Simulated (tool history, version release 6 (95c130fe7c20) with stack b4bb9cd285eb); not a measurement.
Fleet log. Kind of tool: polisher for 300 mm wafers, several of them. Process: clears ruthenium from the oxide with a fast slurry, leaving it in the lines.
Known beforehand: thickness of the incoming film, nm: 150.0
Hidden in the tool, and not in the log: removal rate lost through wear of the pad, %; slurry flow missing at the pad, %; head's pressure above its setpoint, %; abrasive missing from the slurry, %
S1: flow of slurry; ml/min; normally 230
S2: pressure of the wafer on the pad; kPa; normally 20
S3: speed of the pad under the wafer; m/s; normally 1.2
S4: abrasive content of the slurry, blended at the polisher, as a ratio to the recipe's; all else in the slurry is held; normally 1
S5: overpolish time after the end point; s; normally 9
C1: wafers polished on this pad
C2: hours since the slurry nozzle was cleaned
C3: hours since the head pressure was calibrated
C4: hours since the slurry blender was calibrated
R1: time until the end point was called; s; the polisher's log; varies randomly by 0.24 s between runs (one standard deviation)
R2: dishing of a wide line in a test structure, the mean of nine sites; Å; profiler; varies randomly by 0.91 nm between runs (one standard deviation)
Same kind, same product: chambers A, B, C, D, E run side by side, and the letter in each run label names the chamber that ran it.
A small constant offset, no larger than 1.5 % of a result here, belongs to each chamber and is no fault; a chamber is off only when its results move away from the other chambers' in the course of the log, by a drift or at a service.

run    day   S1  S2   S3   S4  S5   C1     C2      C3     C4      R1      R2
 1A  0.108  230  20  1.2    1   9  260  164.3   614.8  472.3   27.02  428.73
     0.146  -- chamber A: slurry blender recalibrated
 2D  0.267  230  20  1.2    1   9  311  104.9   544.3  148.4  27.027   410.3
 3C  0.346  230  20  1.2    1   9  589   94.5   568.4  125.5  26.853   409.6
 4B  0.525  230  20  1.2    1   9  280  244.6    1044  141.6  26.695   418.1
 5E  0.654  230  20  1.2    1   9  221  768.7    86.4  385.1  26.913  388.45
 6E  0.746  230  20  1.2    1   9  243  770.9    88.6  387.3  26.856  409.29
     0.796  -- chamber E: slurry blender recalibrated
 7D  0.892  230  20  1.2    1   9  461  119.9   559.3  163.4  26.791  404.81
 8A  0.971  230  20  1.2    1   9  466    185   635.5   19.8  27.264  410.47
 9C  1.096  230  20  1.2    1   9  768  112.5   586.4  143.5  26.783  406.15
10B  1.275  230  20  1.2    1   9  459  262.6    1062  159.6  27.253  412.85
11C   1.35  230  20  1.2    1   9  828  118.6   592.5  149.6  27.142  401.89
12D  1.488  230  20  1.2    1   9  603  134.2   573.6  177.7   27.19  418.78
13E  1.662  230  20  1.2    1   9  462  792.9   110.6   20.8   26.84  407.71
     1.771  -- chamber E: worn pad replaced by a new one
14A    1.8  230  20  1.2    1   9  664  204.9   655.4   39.7   26.76  415.46
      1.85  -- chamber E: slurry nozzle cleaned
15B  1.929  230  20  1.2    1   9  616  278.3  1077.7  175.3  27.014  415.72
16C  2.021  230  20  1.2    1   9  989  134.7   608.6  165.7  26.651  411.66
17B  2.108  230  20  1.2    1   9  659  282.6    1082  179.6  26.652  433.58
     2.125  -- chamber B: worn pad replaced by a new one
18A  2.192  230  20  1.2    1   9  758  214.3   664.8   49.1  27.261  411.29
19D  2.354  230  20  1.2    1   9  810    155   594.4  198.5  26.431  405.82
     2.462  -- chamber A: worn pad replaced by a new one
20E  2.508  230  20  1.2  0.7  12  177   15.9   130.9   41.1  32.249  458.89
21A    2.6  230  20  1.2  0.7  12   33  224.1   674.6   58.9  32.562  447.83
22B  2.696  230  20  1.2  0.7  12  136  296.7  1096.1  193.7  32.335  451.73
     2.729  -- chamber C: worn pad replaced by a new one
23C  2.867  230  20  1.2  0.7  12   32    155   628.9    186  32.008  460.33
     2.908  -- chamber D: worn pad replaced by a new one
24D  2.979  230  20  1.2  0.7  12   17    170   609.4  213.5   32.28  449.18
25E  3.092  200  20  1.2    1   9  316   29.9   144.9   55.1   27.27  399.39
26A  3.188  200  20  1.2    1   9  173  238.2   688.7     73  28.002  398.57
27B  3.362  200  20  1.2    1   9  296  312.7  1112.1  209.7  27.472  409.04
28D  3.454  200  20  1.2    1   9  131  181.4   620.8  224.9  27.238  394.94
29C  3.554  200  20  1.2    1   9  197  171.5   645.4  202.5  27.357  416.38
30E  3.646  230  20  1.2    1   9  448   43.2   158.2   68.4  26.802  402.11
31D  3.775  230  20  1.2    1   9  207  189.1   628.5  232.6  27.029  397.99
     3.812  -- chamber E: worn pad replaced by a new one
32C  3.879  230  20  1.2    1   9  274  179.3   653.2  210.3  26.561  416.05
     3.967  -- chamber B: slurry nozzle cleaned
33B  4.012  230  20  1.2    1   9  451    1.1  1127.7  225.3  26.418  409.77
34E  4.171  230  20  1.2    1   9   86   55.8   170.8     81  27.078  399.74
35A  4.288  230  20  1.2    1   6  436  264.6   715.1   99.4  27.202  288.93
36E  4.375  230  20  1.2    1   6  134   60.7   175.7   85.9  26.502  272.81
37C  4.488  230  20  1.2    1   6  420  193.9   667.8  224.9  26.625   277.9
38B  4.583  230  20  1.2    1   6  587   14.8  1141.4    239   26.99  283.87
39A  4.738  230  20  1.2    1   6  544  275.4   725.9  110.2   27.29  274.28
40D  4.829  230  20  1.2    1   9  459  214.4   653.8  257.9  26.792  415.51
41E  4.958  230  20  1.2    1   9  274   74.7   189.7   99.9  26.769  392.19

Does one chamber stand apart from the rest, does the shared gauge drift, or is all well apart from small per-chamber offsets? Give the chamber and the most likely cause, where there is one.

All chambers stay in line apart from their small fixed offsets, and the gauge does not drift.
